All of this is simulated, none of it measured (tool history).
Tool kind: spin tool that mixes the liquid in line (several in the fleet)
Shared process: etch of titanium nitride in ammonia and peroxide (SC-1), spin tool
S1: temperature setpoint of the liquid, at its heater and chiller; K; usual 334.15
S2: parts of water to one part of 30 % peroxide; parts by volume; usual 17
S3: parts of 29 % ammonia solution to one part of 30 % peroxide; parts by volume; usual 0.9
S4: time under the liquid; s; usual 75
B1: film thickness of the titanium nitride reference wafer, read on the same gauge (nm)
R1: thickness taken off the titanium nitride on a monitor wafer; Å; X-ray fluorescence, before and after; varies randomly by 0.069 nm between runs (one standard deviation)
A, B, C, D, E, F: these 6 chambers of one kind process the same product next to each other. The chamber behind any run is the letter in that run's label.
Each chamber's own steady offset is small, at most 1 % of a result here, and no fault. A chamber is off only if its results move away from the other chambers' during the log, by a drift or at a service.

run   hour      S1  S2    S3  S4      B1      R1
 1B    2.6  334.15  17   0.9  75  99.994  94.667
 2C    7.6  334.15  17   0.9  75  100.01  93.912
 3D   11.9  334.15  17   0.9  75     100  93.981
 4F   16.9  334.15  17   0.9  75  100.01  94.167
 5E   20.7  334.15  17   0.9  75  100.01    95.1
 6A   25.2  334.15  17   0.9  75  100.01  95.243
 7B   29.2  334.15  17   0.9  75  99.997  94.149
 8C   34.4  334.15  17   0.9  75     100   93.84
 9E   37.9  334.15  17   0.9  75   99.98  95.058
10D   41.9  334.15  11  0.65  75  100.02  112.81
11A   44.9  334.15  11  0.65  75  99.989  113.57
12F   48.4  334.15  11  0.65  75  99.966  112.64
13A   53.1  334.15  11  0.65  75  100.01  113.39
      55.4  -- chamber A: new drum of ammonia solution connected
14D   58.1  334.15  11  0.65  75  100.01  113.65
15C   63.4  334.15  11  0.65  75  99.965  111.44
16F     67  334.15  22   1.1  75  100.01  86.086
17E   72.5  334.15  22   1.1  75  100.02  85.418
18B     77  334.15  22   1.1  75  99.991  83.699
      78.9  -- chamber C: new drum of ammonia solution connected
19F   79.4  334.15  22   1.1  75  100.01  85.625
20B   82.1  334.15  22   1.1  75  99.999  83.811
21A   85.6  334.15  22   1.1  75  100.03  85.128
22E   88.3  334.15  17   1.2  75     100  99.684
23C   93.5  334.15  17   1.2  75  100.01  99.033
24D   97.7  334.15  17   1.2  75  99.992   98.99
25B  102.2  334.15  17   1.2  75  99.994  97.503
26F  107.1  334.15  17   1.2  75  100.03  99.127
27A  109.5  334.15  17   1.2  75  100.01  99.803
28D  112.4  334.15  17   0.9  75  100.01  95.096
29C  115.8  334.15  17   0.9  75  99.993  94.089
30E  120.6  334.15  17   0.9  75  99.971  93.852
31F    125  334.15  17   0.9  75   99.98  94.588
32D  128.1  334.15  17   0.9  75  99.997  93.154
33C  132.7  334.15  17   0.9  75  100.01  94.235
34B  136.4  334.15  17   0.9  75  100.02  94.068
35A  139.1  334.15  17   0.9  75  100.01  94.819
36E  143.4  334.15  17   0.9  75     100  93.782

What goes on in this fleet: one chamber off, a drifting gauge, or nothing beyond the chambers' own small offsets? Name the chamber and the cause, if any.

Nothing is wrong: each chamber keeps only its own small, steady offset and the gauge holds still.
